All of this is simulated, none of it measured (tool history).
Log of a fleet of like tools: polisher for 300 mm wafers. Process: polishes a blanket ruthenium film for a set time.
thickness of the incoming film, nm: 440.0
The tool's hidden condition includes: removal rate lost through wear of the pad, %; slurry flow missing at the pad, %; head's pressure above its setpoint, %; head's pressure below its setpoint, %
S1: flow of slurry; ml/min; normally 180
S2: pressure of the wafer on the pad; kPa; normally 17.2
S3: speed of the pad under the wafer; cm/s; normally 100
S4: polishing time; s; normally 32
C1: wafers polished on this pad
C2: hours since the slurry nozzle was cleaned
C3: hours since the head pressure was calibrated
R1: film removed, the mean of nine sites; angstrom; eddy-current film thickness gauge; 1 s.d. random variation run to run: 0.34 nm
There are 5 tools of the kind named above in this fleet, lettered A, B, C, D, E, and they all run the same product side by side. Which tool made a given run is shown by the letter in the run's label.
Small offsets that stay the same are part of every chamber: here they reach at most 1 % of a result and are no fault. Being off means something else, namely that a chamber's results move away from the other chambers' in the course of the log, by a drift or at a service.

run,hour,S1,S2,S3,S4,C1,C2,C3,R1
1A,3.4,180,17.2,100,32,245,70.5,76.5,473.87
2B,5.8,180,17.2,100,32,243,344.6,882.9,482.32
3C,8.5,180,17.2,100,32,270,482.5,568.5,483.07
4D,11.2,180,17.2,100,32,694,201.3,425.2,483.16
5E,15.5,180,17.2,100,32,467,304.3,795.7,478.00
6D,18.3,180,17.2,100,32,811,208.4,432.3,486.13
7A,20.9,180,17.2,100,32,535,88.0,94.0,470.44
8C,23.4,180,17.2,100,32,517,497.4,583.4,478.26
9B,25.7,180,17.2,80,42,573,364.5,902.8,502.12
# hour 26.8: chamber B: worn pad replaced by a new one
10E,29.6,180,17.2,80,42,701,318.4,809.8,496.56
11C,33.0,180,17.2,80,42,676,507.0,593.0,509.97
12A,36.9,180,17.2,80,42,800,104.0,110.0,502.13
13E,40.5,180,17.2,80,42,881,329.3,820.7,501.94
# hour 41.5: chamber B: head pressure recalibrated
# hour 41.5: chamber E: worn pad replaced by a new one
14B,44.1,180,17.2,100,32,287,382.9,2.7,476.27
# hour 47.4: chamber D: worn pad replaced by a new one
15D,48.3,180,17.2,100,32,14,238.4,462.3,483.48
# hour 51.9: chamber C: worn pad replaced by a new one
16B,52.5,180,17.2,100,32,426,391.3,11.1,475.01
17A,54.5,180,17.2,100,32,1091,121.6,127.6,476.75
# hour 55.8: chamber A: worn pad replaced by a new one
18D,57.0,180,17.2,100,32,158,247.1,471.0,488.45
# hour 58.2: chamber B: worn pad replaced by a new one
19C,59.6,180,17.2,100,32,127,533.6,619.6,474.06
20E,61.6,180,17.2,100,32,334,350.4,841.8,462.66
21B,64.7,180,17.2,100,32,108,403.5,23.3,477.48
# hour 66.2: chamber B: slurry nozzle cleaned
22A,67.5,180,17.2,100,32,194,134.6,140.6,474.21
23D,71.1,180,17.2,66,32,392,261.2,485.1,318.92
24E,74.0,180,17.2,66,32,539,362.8,854.2,297.57
25C,77.2,180,17.2,66,32,419,551.2,637.2,318.22
26A,81.2,180,17.2,66,32,420,148.3,154.3,311.54
27E,84.0,180,17.2,66,32,704,372.8,864.2,294.86
28C,87.9,180,17.2,100,32,596,561.9,647.9,482.98
# hour 89.6: chamber B: worn pad replaced by a new one
29B,90.6,180,17.2,124,26,16,24.4,49.2,482.66
30D,94.1,180,17.2,124,26,772,284.2,508.1,488.55
31B,96.5,180,17.2,124,26,114,30.3,55.1,483.28
32A,100.3,180,17.2,124,26,736,167.4,173.4,480.00
33D,103.7,180,17.2,124,26,931,293.8,517.7,488.85
34C,106.1,180,17.2,100,32,897,580.1,666.1,484.35

Read the log: is a single chamber off, either drifting away or since a service, is the gauge that measures every chamber drifting, or is nothing wrong beyond small per-chamber offsets? Name any odd chamber and what most likely caused it.

Chamber E drifts away from the others.
Likeliest cause: head's pressure below its setpoint, % = 9.85.
The log may not separate it from: removal rate lost through wear of the pad, %; slurry flow missing at the pad, %.

Here are 4 candidates for chamber E's next run, each the usual settings with a change, their results left as question marks. Which one brings its results back in line with what the others give on the usual settings?
Allowed miss from the other chambers' usual-settings mean, per result, to count as in line: R1 12.00 angstrom
35E-1,109.2,180,17.2,102,33,,,,?
35E-2,109.2,180,16.5,96,31,,,,?
35E-3,109.2,180,19.3,100,32,,,,?
35E-4,109.2,145,17.2,100,32,,,,?

On the usual settings, the other chambers give on average: R1 479.42 angstrom
run,R1
35E-1,452.84
35E-2,384.26
35E-3,482.07
35E-4,415.84
The answer is 35E-3, which returns the chamber to within the allowed miss of the others.
